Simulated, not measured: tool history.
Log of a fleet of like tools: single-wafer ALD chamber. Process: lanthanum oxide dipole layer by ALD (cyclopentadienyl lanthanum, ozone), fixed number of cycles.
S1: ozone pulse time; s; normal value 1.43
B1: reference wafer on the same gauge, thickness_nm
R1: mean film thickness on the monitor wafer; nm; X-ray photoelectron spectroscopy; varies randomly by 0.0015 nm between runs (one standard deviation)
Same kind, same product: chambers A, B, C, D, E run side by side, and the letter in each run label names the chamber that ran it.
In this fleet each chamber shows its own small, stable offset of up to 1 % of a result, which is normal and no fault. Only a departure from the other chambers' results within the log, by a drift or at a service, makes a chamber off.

{"run": "1B", "hour": 7.6, "S1": 1.43, "B1": 0.53412, "R1": 0.54531}
{"run": "2C", "hour": 20.5, "S1": 1.43, "B1": 0.53406, "R1": 0.54104}
{"run": "3D", "hour": 34.3, "S1": 1.43, "B1": 0.53408, "R1": 0.545}
{"run": "4E", "hour": 43.1, "S1": 1.43, "B1": 0.53424, "R1": 0.54703}
{"run": "5A", "hour": 53.9, "S1": 0.98, "B1": 0.53387, "R1": 0.49651}
{"run": "6E", "hour": 67.7, "S1": 0.98, "B1": 0.53404, "R1": 0.49669}
{"run": "7D", "hour": 81.4, "S1": 0.98, "B1": 0.53415, "R1": 0.49583}
{"run": "8B", "hour": 91.9, "S1": 0.98, "B1": 0.53396, "R1": 0.49766}
{"run": "9A", "hour": 102.8, "S1": 0.98, "B1": 0.53403, "R1": 0.49597}
{"run": "10C", "hour": 111.1, "S1": 1.43, "B1": 0.53389, "R1": 0.54194}
{"run": "11D", "hour": 122.0, "S1": 1.43, "B1": 0.5342, "R1": 0.5454}
{"run": "12B", "hour": 128.7, "S1": 1.43, "B1": 0.53389, "R1": 0.54465}
{"run": "13C", "hour": 138.6, "S1": 1.43, "B1": 0.53397, "R1": 0.54221}
{"run": "14A", "hour": 146.6, "S1": 1.89, "B1": 0.53373, "R1": 0.56216}
{"run": "15E", "hour": 159.2, "S1": 1.89, "B1": 0.53382, "R1": 0.56682}
{"run": "16A", "hour": 169.2, "S1": 1.89, "B1": 0.53401, "R1": 0.56343}
{"run": "17D", "hour": 177.0, "S1": 1.89, "B1": 0.5341, "R1": 0.5648}
{"run": "18C", "hour": 185.0, "S1": 1.89, "B1": 0.53375, "R1": 0.55952}
{"run": "19B", "hour": 193.4, "S1": 1.43, "B1": 0.53379, "R1": 0.54697}
{"hour": 198.2, "done": "chamber A: thermocouple changed; heater temperature recalibrated"}
{"run": "20E", "hour": 204.8, "S1": 1.43, "B1": 0.53404, "R1": 0.54608}
{"run": "21E", "hour": 216.0, "S1": 1.86, "B1": 0.5339, "R1": 0.56392}
{"run": "22C", "hour": 229.5, "S1": 1.86, "B1": 0.5339, "R1": 0.55836}
{"run": "23B", "hour": 237.4, "S1": 1.86, "B1": 0.534, "R1": 0.56379}
{"hour": 241.8, "done": "chamber B: ozone generator serviced"}
{"run": "24D", "hour": 249.0, "S1": 1.86, "B1": 0.534, "R1": 0.56386}
{"run": "25A", "hour": 257.0, "S1": 1.86, "B1": 0.53402, "R1": 0.56091}
{"run": "26C", "hour": 266.5, "S1": 1.43, "B1": 0.5341, "R1": 0.53507}
{"run": "27E", "hour": 279.6, "S1": 1.43, "B1": 0.53405, "R1": 0.54554}
{"run": "28B", "hour": 292.6, "S1": 1.97, "B1": 0.53392, "R1": 0.56913}
{"run": "29D", "hour": 300.4, "S1": 1.97, "B1": 0.53405, "R1": 0.56443}
{"run": "30A", "hour": 310.2, "S1": 1.97, "B1": 0.53367, "R1": 0.5628}
{"run": "31A", "hour": 322.9, "S1": 1.97, "B1": 0.53369, "R1": 0.56371}
{"run": "32B", "hour": 330.4, "S1": 1.97, "B1": 0.53419, "R1": 0.56794}
{"run": "33E", "hour": 341.3, "S1": 1.43, "B1": 0.53383, "R1": 0.54611}
{"run": "34D", "hour": 352.5, "S1": 1.43, "B1": 0.53437, "R1": 0.54335}
{"run": "35C", "hour": 358.8, "S1": 1.43, "B1": 0.53373, "R1": 0.53233}
{"run": "36E", "hour": 367.3, "S1": 1.43, "B1": 0.53383, "R1": 0.54464}
{"run": "37B", "hour": 380.7, "S1": 1.43, "B1": 0.5342, "R1": 0.54804}
{"run": "38C", "hour": 393.5, "S1": 1.43, "B1": 0.53369, "R1": 0.53246}

Is one chamber out of step, is the gauge drifting, or do the chambers differ by no more than their own small offsets? For an off chamber, give its letter and the likeliest cause.

Little by little, chamber C moves away from the other chambers.
Cause: ozone dose below that of a generator just serviced (%) = 10.2.

Chamber C could run next with any of the 4 candidate recipes listed below; each alters the usual settings, and their results appear as question marks. Which one brings its results back in line with what the other chambers deliver on the usual settings?
Allowed miss from the other chambers' usual-settings mean, per result, to count as in line: R1 0.0052 nm
{"run": "39C-1", "hour": 403.7, "S1": 1.64, "R1": "?"}
{"run": "39C-2", "hour": 403.7, "S1": 1.37, "R1": "?"}
{"run": "39C-3", "hour": 403.7, "S1": 1.26, "R1": "?"}
{"run": "39C-4", "hour": 403.7, "S1": 1.49, "R1": "?"}

What the other chambers average on the usual settings: R1 0.54491 nm
run=39C-1 R1=0.544
run=39C-2 R1=0.52518
run=39C-3 R1=0.51448
run=39C-4 R1=0.53467
39C-1 puts the chamber back in line with the other chambers.
